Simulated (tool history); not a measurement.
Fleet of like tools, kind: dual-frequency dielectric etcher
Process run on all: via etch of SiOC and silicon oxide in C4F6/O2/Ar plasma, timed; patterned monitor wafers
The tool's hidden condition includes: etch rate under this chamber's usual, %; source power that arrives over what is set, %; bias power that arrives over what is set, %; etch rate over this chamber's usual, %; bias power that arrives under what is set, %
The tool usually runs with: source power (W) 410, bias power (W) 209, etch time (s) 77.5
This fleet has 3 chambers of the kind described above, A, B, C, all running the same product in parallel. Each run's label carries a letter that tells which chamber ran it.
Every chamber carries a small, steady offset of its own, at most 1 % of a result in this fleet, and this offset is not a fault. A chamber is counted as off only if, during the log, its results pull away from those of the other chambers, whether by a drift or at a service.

run,hour,source power (W),bias power (W),etch time (s),hours since the last wet clean,hours since the last source power generator calibration,hours since the last bias power generator calibration,"read-back reference wafer on the same gauge, depth_nm",mean etch depth across the wafer (nm)
1C,9.6,410,209,77.5,692.5,417.2,1025.3,99.521,92.400
2A,20.1,410,209,77.5,547.2,947.6,2594.4,99.537,92.329
3B,29.2,410,209,77.5,597.0,893.7,1394.9,99.567,92.093
4C,39.2,410,209,77.5,722.1,446.8,1054.9,99.541,92.891
# hour 45.8: chamber C: wet clean of the chamber
5A,45.8,410,209,77.5,572.9,973.3,2620.1,99.621,92.332
6B,54.1,410,209,77.5,621.9,918.6,1419.8,99.560,92.301
7B,63.1,410,209,77.5,630.9,927.6,1428.8,99.620,92.320
# hour 64.0: chamber B: wet clean of the chamber
8C,69.8,410,209,77.5,24.1,477.4,1085.5,99.613,92.488
9A,79.9,410,209,77.5,607.0,1007.4,2654.2,99.634,92.463
10B,86.2,410,209,77.5,22.3,950.7,1451.9,99.646,92.273
11C,95.9,410,209,77.5,50.2,503.5,1111.6,99.708,92.565
12A,102.6,370,192,77.5,629.7,1030.1,2676.9,99.730,86.411
# hour 105.4: chamber A: wet clean of the chamber
13C,112.3,370,192,77.5,66.6,519.9,1128.0,99.710,86.540
14A,118.1,370,192,77.5,12.7,1045.6,2692.4,99.693,86.751
15B,128.1,340,193,77.5,64.2,992.6,1493.8,99.725,83.390
16C,135.3,340,193,77.5,89.6,542.9,1151.0,99.745,84.084
17B,144.5,340,193,77.5,80.6,1009.0,1510.2,99.781,83.871
18A,153.5,410,209,77.5,48.1,1081.0,2727.8,99.786,92.726
19B,163.3,410,209,77.5,99.4,1027.8,1529.0,99.785,92.553
20C,172.0,510,209,77.5,126.3,579.6,1187.7,99.776,100.850
21A,181.2,510,209,77.5,75.8,1108.7,2755.5,99.837,101.010
22A,188.1,510,209,77.5,82.7,1115.6,2762.4,99.831,101.100
23B,195.9,410,209,77.5,132.0,1060.4,1561.6,99.861,92.552
24C,205.7,350,209,68.0,160.0,613.3,1221.4,99.878,76.562
25A,216.5,350,209,68.0,111.1,1144.0,2790.8,99.878,76.611
26B,225.1,350,209,68.0,161.2,1089.6,1590.8,99.941,76.239
27C,235.0,410,209,77.5,189.3,642.6,1250.7,99.886,93.035
28A,244.0,410,209,77.5,138.6,1171.5,2818.3,99.924,92.682
29B,249.3,410,209,77.5,185.4,1113.8,1615.0,99.933,92.566
30C,254.8,410,209,77.5,209.1,662.4,1270.5,99.947,93.006
31C,265.3,410,209,77.5,219.6,672.9,1281.0,99.980,93.064
32A,275.3,410,209,77.5,169.9,1202.8,2849.6,99.978,93.076
33B,282.5,410,209,77.5,218.6,1147.0,1648.2,100.040,92.799
34B,290.2,410,209,77.5,226.3,1154.7,1655.9,100.010,92.542
35C,294.8,410,209,77.5,249.1,702.4,1310.5,100.020,92.927
36A,301.7,410,209,77.5,196.3,1229.2,2876.0,100.040,93.246
37B,308.2,410,209,77.5,244.3,1172.7,1673.9,100.020,92.708
38A,315.4,410,209,77.5,210.0,1242.9,2889.7,100.040,93.064
39C,320.6,410,209,77.5,274.9,728.2,1336.3,100.060,93.044
40B,326.2,410,209,77.5,262.3,1190.7,1691.9,100.040,92.752

Next, every chamber runs the same settings. What will each give?
41A,333.9,410,209,77.5,,,,,?
41B,333.9,410,209,77.5,,,,,?
41C,333.9,410,209,77.5,,,,,?

run,mean etch depth across the wafer (nm)
41A,92.667
41B,92.704
41C,92.901
